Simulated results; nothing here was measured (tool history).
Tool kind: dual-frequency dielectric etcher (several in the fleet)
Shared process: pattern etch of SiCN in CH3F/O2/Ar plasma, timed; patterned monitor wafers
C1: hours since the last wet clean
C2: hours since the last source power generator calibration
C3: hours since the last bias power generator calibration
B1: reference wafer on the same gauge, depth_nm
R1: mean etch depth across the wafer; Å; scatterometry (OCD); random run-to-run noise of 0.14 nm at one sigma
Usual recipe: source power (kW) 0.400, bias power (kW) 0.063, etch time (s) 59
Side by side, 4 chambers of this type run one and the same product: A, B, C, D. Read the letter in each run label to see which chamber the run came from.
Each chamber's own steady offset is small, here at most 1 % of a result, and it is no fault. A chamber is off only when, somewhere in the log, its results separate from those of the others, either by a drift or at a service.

run 1A day=0.467 | source_power_(kW)=0.400 bias_power_(kW)=0.063 etch_time_(s)=59 | C1=304.8 C2=1444.9 C3=2980.5 | B1=21.110 | R1=207.92
run 2B day=0.842 | source_power_(kW)=0.400 bias_power_(kW)=0.063 etch_time_(s)=59 | C1=133.3 C2=301.6 C3=3473.7 | B1=21.095 | R1=208.10
run 3C day=1.158 | source_power_(kW)=0.400 bias_power_(kW)=0.063 etch_time_(s)=59 | C1=386.1 C2=2313.9 C3=733.7 | B1=21.075 | R1=213.32
run 4D day=1.512 | source_power_(kW)=0.400 bias_power_(kW)=0.063 etch_time_(s)=59 | C1=112.0 C2=1640.9 C3=1419.8 | B1=21.081 | R1=210.94
-- day=1.533 chamber C: wet clean of the chamber
run 5A day=1.992 | source_power_(kW)=0.400 bias_power_(kW)=0.063 etch_time_(s)=59 | C1=341.4 C2=1481.5 C3=3017.1 | B1=21.085 | R1=208.01
run 6B day=2.288 | source_power_(kW)=0.400 bias_power_(kW)=0.063 etch_time_(s)=59 | C1=168.0 C2=336.3 C3=3508.4 | B1=21.071 | R1=211.27
run 7D day=2.667 | source_power_(kW)=0.400 bias_power_(kW)=0.063 etch_time_(s)=59 | C1=139.7 C2=1668.6 C3=1447.5 | B1=21.148 | R1=210.62
run 8C day=3.029 | source_power_(kW)=0.400 bias_power_(kW)=0.063 etch_time_(s)=59 | C1=36.0 C2=2358.8 C3=778.6 | B1=21.084 | R1=213.48
run 9A day=3.483 | source_power_(kW)=0.400 bias_power_(kW)=0.063 etch_time_(s)=59 | C1=377.2 C2=1517.3 C3=3052.9 | B1=21.123 | R1=210.79
run 10D day=3.917 | source_power_(kW)=0.400 bias_power_(kW)=0.063 etch_time_(s)=59 | C1=169.7 C2=1698.6 C3=1477.5 | B1=21.107 | R1=210.44
run 11C day=4.392 | source_power_(kW)=0.400 bias_power_(kW)=0.063 etch_time_(s)=59 | C1=68.7 C2=2391.5 C3=811.3 | B1=21.080 | R1=213.85
run 12B day=4.771 | source_power_(kW)=0.440 bias_power_(kW)=0.063 etch_time_(s)=59 | C1=227.6 C2=395.9 C3=3568.0 | B1=21.100 | R1=220.22
run 13A day=5.033 | source_power_(kW)=0.440 bias_power_(kW)=0.063 etch_time_(s)=59 | C1=414.4 C2=1554.5 C3=3090.1 | B1=21.114 | R1=217.67
run 14B day=5.354 | source_power_(kW)=0.440 bias_power_(kW)=0.063 etch_time_(s)=59 | C1=241.6 C2=409.9 C3=3582.0 | B1=21.077 | R1=221.66
run 15C day=5.671 | source_power_(kW)=0.440 bias_power_(kW)=0.063 etch_time_(s)=59 | C1=99.4 C2=2422.2 C3=842.0 | B1=21.106 | R1=219.52
run 16D day=6.071 | source_power_(kW)=0.400 bias_power_(kW)=0.063 etch_time_(s)=59 | C1=221.4 C2=1750.3 C3=1529.2 | B1=21.107 | R1=212.18
run 17A day=6.392 | source_power_(kW)=0.450 bias_power_(kW)=0.055 etch_time_(s)=59 | C1=447.0 C2=1587.1 C3=3122.7 | B1=21.105 | R1=208.69
run 18D day=6.904 | source_power_(kW)=0.450 bias_power_(kW)=0.055 etch_time_(s)=59 | C1=241.4 C2=1770.3 C3=1549.2 | B1=21.099 | R1=211.97
run 19B day=7.250 | source_power_(kW)=0.450 bias_power_(kW)=0.055 etch_time_(s)=59 | C1=287.1 C2=455.4 C3=3627.5 | B1=21.063 | R1=215.25
run 20C day=7.517 | source_power_(kW)=0.450 bias_power_(kW)=0.055 etch_time_(s)=59 | C1=143.7 C2=2466.5 C3=886.3 | B1=21.113 | R1=211.12
run 21C day=7.875 | source_power_(kW)=0.400 bias_power_(kW)=0.053 etch_time_(s)=59 | C1=152.3 C2=2475.1 C3=894.9 | B1=21.114 | R1=202.02
-- day=8.183 chamber A: wet clean of the chamber
run 22A day=8.379 | source_power_(kW)=0.400 bias_power_(kW)=0.053 etch_time_(s)=59 | C1=4.8 C2=1634.8 C3=3170.4 | B1=21.063 | R1=194.21
run 23B day=8.675 | source_power_(kW)=0.400 bias_power_(kW)=0.053 etch_time_(s)=59 | C1=321.3 C2=489.6 C3=3661.7 | B1=21.126 | R1=200.63
run 24D day=9.083 | source_power_(kW)=0.400 bias_power_(kW)=0.053 etch_time_(s)=59 | C1=293.7 C2=1822.6 C3=1601.5 | B1=21.095 | R1=199.08
run 25B day=9.546 | source_power_(kW)=0.400 bias_power_(kW)=0.063 etch_time_(s)=59 | C1=342.2 C2=510.5 C3=3682.6 | B1=21.118 | R1=219.48
run 26D day=10.025 | source_power_(kW)=0.400 bias_power_(kW)=0.063 etch_time_(s)=59 | C1=316.3 C2=1845.2 C3=1624.1 | B1=21.122 | R1=208.89
run 27A day=10.275 | source_power_(kW)=0.400 bias_power_(kW)=0.063 etch_time_(s)=59 | C1=50.3 C2=1680.3 C3=3215.9 | B1=21.081 | R1=210.90
run 28C day=10.625 | source_power_(kW)=0.400 bias_power_(kW)=0.063 etch_time_(s)=59 | C1=218.3 C2=2541.1 C3=960.9 | B1=21.092 | R1=213.55
run 29C day=11.175 | source_power_(kW)=0.400 bias_power_(kW)=0.063 etch_time_(s)=59 | C1=231.5 C2=2554.3 C3=974.1 | B1=21.076 | R1=213.27
run 30B day=11.442 | source_power_(kW)=0.400 bias_power_(kW)=0.063 etch_time_(s)=59 | C1=387.7 C2=556.0 C3=3728.1 | B1=21.100 | R1=218.88
run 31A day=11.758 | source_power_(kW)=0.400 bias_power_(kW)=0.063 etch_time_(s)=59 | C1=85.9 C2=1715.9 C3=3251.5 | B1=21.100 | R1=208.95
run 32D day=12.267 | source_power_(kW)=0.400 bias_power_(kW)=0.063 etch_time_(s)=59 | C1=370.1 C2=1899.0 C3=1677.9 | B1=21.101 | R1=209.90
run 33A day=12.642 | source_power_(kW)=0.400 bias_power_(kW)=0.063 etch_time_(s)=59 | C1=107.1 C2=1737.1 C3=3272.7 | B1=21.074 | R1=209.70
run 34C day=13.204 | source_power_(kW)=0.400 bias_power_(kW)=0.063 etch_time_(s)=59 | C1=280.2 C2=2603.0 C3=1022.8 | B1=21.101 | R1=212.91
run 35D day=13.454 | source_power_(kW)=0.400 bias_power_(kW)=0.063 etch_time_(s)=59 | C1=398.6 C2=1927.5 C3=1706.4 | B1=21.098 | R1=211.43
run 36B day=13.854 | source_power_(kW)=0.400 bias_power_(kW)=0.063 etch_time_(s)=59 | C1=445.6 C2=613.9 C3=3786.0 | B1=21.102 | R1=218.86
run 37B day=14.383 | source_power_(kW)=0.400 bias_power_(kW)=0.063 etch_time_(s)=59 | C1=458.3 C2=626.6 C3=3798.7 | B1=21.110 | R1=220.71
-- day=14.638 chamber D: wet clean of the chamber
run 38A day=14.675 | source_power_(kW)=0.330 bias_power_(kW)=0.052 etch_time_(s)=59 | C1=155.9 C2=1785.9 C3=3321.5 | B1=21.091 | R1=183.13
run 39C day=15.096 | source_power_(kW)=0.330 bias_power_(kW)=0.052 etch_time_(s)=59 | C1=325.6 C2=2648.4 C3=1068.2 | B1=21.119 | R1=187.94
run 40D day=15.479 | source_power_(kW)=0.330 bias_power_(kW)=0.052 etch_time_(s)=59 | C1=20.3 C2=1976.1 C3=1755.0 | B1=21.082 | R1=182.85
run 41D day=15.975 | source_power_(kW)=0.330 bias_power_(kW)=0.052 etch_time_(s)=59 | C1=32.2 C2=1988.0 C3=1766.9 | B1=21.107 | R1=183.52
run 42C day=16.375 | source_power_(kW)=0.400 bias_power_(kW)=0.063 etch_time_(s)=59 | C1=356.3 C2=2679.1 C3=1098.9 | B1=21.112 | R1=212.17
run 43A day=16.946 | source_power_(kW)=0.400 bias_power_(kW)=0.063 etch_time_(s)=59 | C1=210.4 C2=1840.4 C3=3376.0 | B1=21.135 | R1=208.42
run 44B day=17.400 | source_power_(kW)=0.400 bias_power_(kW)=0.063 etch_time_(s)=59 | C1=530.7 C2=699.0 C3=3871.1 | B1=21.086 | R1=221.60

All chambers now run identical settings, listed one chamber a line with results as question marks. What results will each chamber show?
run 45A day=17.808 | source_power_(kW)=0.400 bias_power_(kW)=0.063 etch_time_(s)=59 | R1=?
run 45B day=17.808 | source_power_(kW)=0.400 bias_power_(kW)=0.063 etch_time_(s)=59 | R1=?
run 45C day=17.808 | source_power_(kW)=0.400 bias_power_(kW)=0.063 etch_time_(s)=59 | R1=?
run 45D day=17.808 | source_power_(kW)=0.400 bias_power_(kW)=0.063 etch_time_(s)=59 | R1=?

run=45A R1=209.50
run=45B R1=218.95
run=45C R1=214.76
run=45D R1=210.88
